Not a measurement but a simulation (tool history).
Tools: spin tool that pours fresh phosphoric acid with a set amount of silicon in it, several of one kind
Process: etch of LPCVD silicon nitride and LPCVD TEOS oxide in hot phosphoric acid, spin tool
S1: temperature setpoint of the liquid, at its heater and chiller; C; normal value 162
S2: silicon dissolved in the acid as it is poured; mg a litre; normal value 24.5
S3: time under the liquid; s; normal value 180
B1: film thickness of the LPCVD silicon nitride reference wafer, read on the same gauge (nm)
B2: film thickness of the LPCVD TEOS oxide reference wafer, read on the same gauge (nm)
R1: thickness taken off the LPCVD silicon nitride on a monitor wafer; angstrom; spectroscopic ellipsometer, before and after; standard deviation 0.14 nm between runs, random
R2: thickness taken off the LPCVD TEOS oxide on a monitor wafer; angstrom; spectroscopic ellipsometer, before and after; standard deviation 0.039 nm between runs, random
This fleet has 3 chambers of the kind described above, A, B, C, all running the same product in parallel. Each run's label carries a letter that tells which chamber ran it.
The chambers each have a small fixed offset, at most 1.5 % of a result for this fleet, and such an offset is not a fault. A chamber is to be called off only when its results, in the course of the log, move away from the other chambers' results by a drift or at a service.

run   hour   S1    S2   S3      B1      B2       R1      R2
 1C    7.6  162  24.5  180  50.017  150.02  158.430  4.4986
      12.6  -- chamber C: heated supply line repaired
 2A   15.5  162  24.5  180  50.037  149.98  154.210  4.9855
 3B   26.0  162  24.5  180  50.033  150.05  153.420  4.0736
 4C   35.2  162  24.5  180  50.000  150.00  157.210  4.7610
 5A   41.2  162  24.5  180  49.998  149.98  153.640  4.9969
 6B   46.2  162  24.5  180  49.975  149.94  150.980  3.7562
 7C   56.1  162  24.5  180  49.999  149.99  157.730  4.6429
 8A   65.4  162  24.5  180  49.999  149.96  155.620  4.8603
 9B   72.4  162  24.5  180  50.010  150.02  150.940  4.3639
10B   79.5  162  24.5  180  49.974  150.04  149.060  4.5151
11C   89.8  162  24.5  180  49.991  150.00  157.710  4.5600
12A   98.2  162  24.5  180  49.983  150.02  154.260  4.8812
13C  104.1  162  24.5  180  49.992  150.01  158.080  4.6021
14B  110.0  162  24.5  180  50.042  150.01  149.070  4.3426
15A  119.4  162  24.5  180  49.998  149.98  153.560  4.3037
16C  126.1  162  24.5  180  50.034  150.00  158.980  4.6226
17B  135.0  162  34.0   85  49.986  149.99   68.444  1.2875
18A  143.1  162  34.0   85  50.003  149.97   73.551  1.3718
19B  150.2  162  34.0   85  49.988  150.02   69.239  1.2027
20C  158.8  162  24.5  180  50.004  150.00  155.510  4.5637
21A  165.4  162  24.5  180  50.016  150.01  154.440  4.2615
     170.5  -- chamber B: dissolved silicon flow meter replaced
22B  172.8  162  24.5  180  50.011  150.02  143.700  3.7149
23C  182.2  162  24.5  180  50.010  150.04  158.900  4.9603
24A  187.0  161  24.5  110  49.963  150.02   91.114  2.3519
25B  198.1  161  24.5  110  49.990  149.96   84.170  2.2257
26A  208.2  161  24.5  110  50.002  149.97   93.066  2.7182
27C  213.3  160  24.5   95  50.005  150.01   78.495  2.1516
28A  221.3  160  24.5   95  50.002  150.00   76.636  2.2506
29C  232.5  160  24.5   95  49.993  149.97   78.279  2.0181
30B  238.4  162  24.5  180  49.972  149.99  141.040  3.5850
31B  245.6  162  24.5  180  49.974  149.95  139.600  3.7839

Which is it: a chamber that has drifted or been left off by a service, a gauge drift common to all chambers, or only each chamber's usual small offset? If a chamber is off, name it and its likeliest cause.

Little by little, chamber B moves away from the other chambers.
Cause: temperature lost on the way to the wafer (K) = 3.65.

Below are 4 candidate recipes for chamber B's next run, each the usual settings with a change, their results shown as question marks. Which of them brings B's results back in line with what the other chambers give on the usual settings?
In-line tolerance around the mean of the other chambers on the usual settings: R1 4.700 angstrom; R2 1.4000 angstrom
32B-1  253.6  162.0  29.0  160           ?   ?
32B-2  253.6  162.5  14.0  225           ?   ?
32B-3  253.6  162.0  19.5  205           ?   ?
32B-4  253.6  161.5  32.0  145           ?   ?

On the usual settings, the other chambers give on average: R1 155.830 angstrom; R2 4.8096 angstrom
  run       R1      R2
32B-1  123.350  2.7267
32B-2  176.360  6.3267
32B-3  158.050  4.8021
32B-4  109.910  2.1047
32B-3 brings the chamber back in line.
